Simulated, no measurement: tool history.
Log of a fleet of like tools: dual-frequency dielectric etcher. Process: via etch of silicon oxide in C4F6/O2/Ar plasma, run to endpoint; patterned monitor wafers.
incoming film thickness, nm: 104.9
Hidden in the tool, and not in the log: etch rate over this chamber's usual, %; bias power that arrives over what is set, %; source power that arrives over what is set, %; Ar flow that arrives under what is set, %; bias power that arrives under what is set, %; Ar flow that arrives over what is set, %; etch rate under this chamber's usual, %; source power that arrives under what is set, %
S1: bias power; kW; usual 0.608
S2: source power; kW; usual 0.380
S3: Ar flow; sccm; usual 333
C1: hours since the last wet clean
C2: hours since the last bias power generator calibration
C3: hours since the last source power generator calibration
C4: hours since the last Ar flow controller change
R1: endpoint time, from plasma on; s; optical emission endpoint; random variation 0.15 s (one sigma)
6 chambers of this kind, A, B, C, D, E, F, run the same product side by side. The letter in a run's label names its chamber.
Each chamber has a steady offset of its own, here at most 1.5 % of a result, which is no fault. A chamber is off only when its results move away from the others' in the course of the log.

run   hour     S1     S2   S3     C1      C2      C3      C4      R1
 1C    4.3  0.608  0.380  333   99.9  3369.9   712.1   323.1  22.452
 2E    7.3  0.608  0.380  333   69.5  4048.1   865.4  1653.5  21.671
 3D   12.0  0.608  0.380  333  301.8  1442.0  1390.8   583.3  21.964
 4F   16.4  0.608  0.380  333  203.8   121.4   678.9  1864.5  22.122
 5B   20.3  0.608  0.380  333  328.1  1424.5   692.6  1400.7  22.070
 6A   23.0  0.608  0.380  307  373.4   643.8  3608.4   957.0  22.268
 7A   28.1  0.608  0.380  307  378.5   648.9  3613.5   962.1  22.098
 8C   31.9  0.608  0.380  307  127.5  3397.5   739.7   350.7  22.082
 9F   34.5  0.608  0.380  307  221.9   139.5   697.0  1882.6  21.877
10D   39.5  0.608  0.380  307  329.3  1469.5  1418.3   610.8  21.833
11B   44.3  0.608  0.380  307  352.1  1448.5   716.6  1424.7  21.750
12E   48.3  0.608  0.380  333  110.5  4089.1   906.4  1694.5  21.829
13D   53.6  0.608  0.380  333  343.4  1483.6  1432.4   624.9  22.084
14E   56.5  0.608  0.380  333  118.7  4097.3   914.6  1702.7  21.673
15A   61.6  0.608  0.380  333  412.0   682.4  3647.0   995.6  22.179
16B   67.2  0.608  0.380  333  375.0  1471.4   739.5  1447.6  22.252
17F   70.3  0.608  0.380  333  257.7   175.3   732.8  1918.4  22.408
18C   72.7  0.608  0.380  333  168.3  3438.3   780.5   391.5  22.464
      76.4  -- chamber A: wet clean of the chamber
19E   76.8  0.608  0.380  333  139.0  4117.6   934.9  1723.0  21.770
20D   81.4  0.608  0.380  333  371.2  1511.4  1460.2   652.7  22.351
21A   85.4  0.608  0.380  333    9.0   706.2  3670.8  1019.4  22.390
22B   88.8  0.608  0.380  333  396.6  1493.0   761.1  1469.2  22.253
      89.2  -- chamber C: bias power generator calibrated
23F   92.5  0.608  0.380  333  279.9   197.5   755.0  1940.6  22.364
24C   96.0  0.608  0.380  333  191.6     6.8   803.8   414.8  22.406
25E  100.8  0.608  0.380  333  163.0  4141.6   958.9  1747.0  22.016
26A  103.9  0.608  0.380  333   27.5   724.7  3689.3  1037.9  22.211
27B  107.8  0.608  0.380  333  415.6  1512.0   780.1  1488.2  22.347
28C  112.4  0.469  0.380  255  208.0    23.2   820.2   431.2  24.075
29F  115.1  0.469  0.380  255  302.5   220.1   777.6  1963.2  24.366
30D  119.5  0.469  0.380  255  409.3  1549.5  1498.3   690.8  23.602
31B  123.0  0.469  0.380  255  430.8  1527.2   795.3  1503.4  23.545
32F  127.0  0.469  0.380  255  314.4   232.0   789.5  1975.1  24.271
33A  131.3  0.469  0.380  255   54.9   752.1  3716.7  1065.3  23.695
34E  136.6  0.608  0.380  333  198.8  4177.4   994.7  1782.8  21.891
35D  141.2  0.608  0.380  333  431.0  1571.2  1520.0   712.5  22.410
     145.1  -- chamber D: source power generator calibrated
36C  146.7  0.608  0.380  333  242.3    57.5   854.5   465.5  22.284
     150.3  -- chamber E: bias power generator calibrated
37F  150.9  0.608  0.380  333  338.3   255.9   813.4  1999.0  22.739
38B  156.5  0.608  0.380  333  464.3  1560.7   828.8  1536.9  21.971
39C  160.0  0.608  0.380  333  255.6    70.8   867.8   478.8  22.304
40D  163.6  0.608  0.380  333  453.4  1593.6    18.5   734.9  21.843
41E  168.5  0.608  0.470  333  230.7    18.2  1026.6  1814.7  20.390

What goes on in this fleet: one chamber off, a drifting gauge, or nothing beyond the chambers' own small offsets? Name the chamber and the cause, if any.

Chamber F drifts away from the others.
Cause: etch rate under this chamber's usual, % = 5.04.

Here are 4 candidates for chamber F's next run, each the usual settings with a change, their results left as question marks. Which one brings its results back in line with what the others give on the usual settings?
In line means no further than this from the other chambers' mean on the usual settings: R1 0.510 s
42F-1  172.5  0.546  0.380  342                   ?
42F-2  172.5  0.608  0.310  350                   ?
42F-3  172.5  0.673  0.420  333                   ?
42F-4  172.5  0.608  0.380  217                   ?

The other chambers' mean on the usual settings: R1 22.160 s
  run      R1
42F-1  24.198
42F-2  25.092
42F-3  21.429
42F-4  22.072
42F-4 brings the chamber back in line.
